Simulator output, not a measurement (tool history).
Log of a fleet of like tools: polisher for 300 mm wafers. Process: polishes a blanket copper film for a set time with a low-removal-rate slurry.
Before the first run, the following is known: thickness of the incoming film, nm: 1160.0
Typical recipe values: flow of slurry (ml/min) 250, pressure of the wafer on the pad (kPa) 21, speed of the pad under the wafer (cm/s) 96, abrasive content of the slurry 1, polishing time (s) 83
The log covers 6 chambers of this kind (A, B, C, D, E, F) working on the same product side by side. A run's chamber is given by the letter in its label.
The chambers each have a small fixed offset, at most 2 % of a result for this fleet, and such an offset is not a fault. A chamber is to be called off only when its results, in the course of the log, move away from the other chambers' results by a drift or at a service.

run,day,flow of slurry (ml/min),pressure of the wafer on the pad (kPa),speed of the pad under the wafer (cm/s),abrasive content of the slurry,polishing time (s),film removed (Å)
# day 0.067: chamber A: worn pad replaced by a new one
1B,0.108,250,21,96,1,83,2182.7
2F,0.271,250,21,96,1,83,2201.2
3C,0.433,250,21,96,1,83,2179.6
4D,0.579,250,21,96,1,83,2202.3
5E,0.717,250,21,96,1,83,2162.1
6A,0.858,250,21,116,1,83,2680.8
# day 0.996: chamber F: slurry blender recalibrated
# day 1.008: chamber E: worn pad replaced by a new one
7A,1.046,250,21,116,1,83,2697.4
8C,1.221,250,21,116,1,83,2619.9
# day 1.275: chamber B: worn pad replaced by a new one
9F,1.333,250,21,116,1,83,2640.3
10E,1.462,250,21,116,1,83,2631
11B,1.596,250,21,116,1,83,2671.2
# day 1.617: chamber F: slurry nozzle cleaned
12D,1.7,250,21,96,1,83,2219.4
13A,1.825,250,21,96,1,83,2242.5
14E,1.942,250,21,96,1,83,2161
# day 1.954: chamber C: worn pad replaced by a new one
15C,2.121,250,21,96,1,83,2147
# day 2.188: chamber F: worn pad replaced by a new one
16F,2.267,185,21,96,1.2,83,2202.5
17B,2.412,185,21,96,1.2,83,2205.9
18D,2.621,185,21,96,1.2,83,2215.3
19E,2.792,185,21,96,1.2,83,2153.3
20A,2.917,185,21,96,1.2,83,2218.7
21D,3.096,185,21,96,1.2,83,2236.3
# day 3.175: chamber C: slurry nozzle cleaned
22C,3.279,250,21,96,1,83,2105.1
# day 3.346: chamber E: worn pad replaced by a new one
23B,3.442,250,21,96,1,83,2175.4
24F,3.617,250,21,96,1,83,2201.2
# day 3.725: chamber D: worn pad replaced by a new one
# day 3.796: chamber A: worn pad replaced by a new one
25E,3.817,250,21,96,1,83,2172.6
26A,3.967,250,21,96,1,83,2225.9
27F,4.071,250,21,96,1,83,2236.9
28B,4.292,250,21,96,1,83,2176.2
29D,4.45,250,21,96,1,83,2185.1
# day 4.458: chamber C: worn pad replaced by a new one
30C,4.658,285,21,96,1.25,83,2216.9
31A,4.783,285,21,96,1.25,83,2358
# day 4.792: chamber B: slurry blender recalibrated
32E,4.879,285,21,96,1.25,83,2281.5
# day 4.979: chamber B: worn pad replaced by a new one
33D,5.058,285,21,96,1.25,83,2372.3
# day 5.146: chamber B: slurry nozzle cleaned
34C,5.233,285,21,96,1.25,83,2238.1
35F,5.367,285,21,96,1.25,83,2342.4
36B,5.475,250,21,96,1,83,2158.4
# day 5.533: chamber F: worn pad replaced by a new one
37E,5.583,250,21,96,1,83,2145.9
38B,5.8,250,21,96,1,83,2190.4
39C,5.938,250,21,96,1,83,2041.4
40F,6.15,250,21,96,1,83,2192.8
41D,6.308,250,21,96,1,83,2215.2

All 6 chambers run these settings next. Forecast each chamber's results:
42A,6.467,250,21,96,1.25,83,?
42B,6.467,250,21,96,1.25,83,?
42C,6.467,250,21,96,1.25,83,?
42D,6.467,250,21,96,1.25,83,?
42E,6.467,250,21,96,1.25,83,?
42F,6.467,250,21,96,1.25,83,?

run,film removed (Å)
42A,2350
42B,2295.2
42C,2135.3
42D,2324.3
42E,2288.5
42F,2323.1

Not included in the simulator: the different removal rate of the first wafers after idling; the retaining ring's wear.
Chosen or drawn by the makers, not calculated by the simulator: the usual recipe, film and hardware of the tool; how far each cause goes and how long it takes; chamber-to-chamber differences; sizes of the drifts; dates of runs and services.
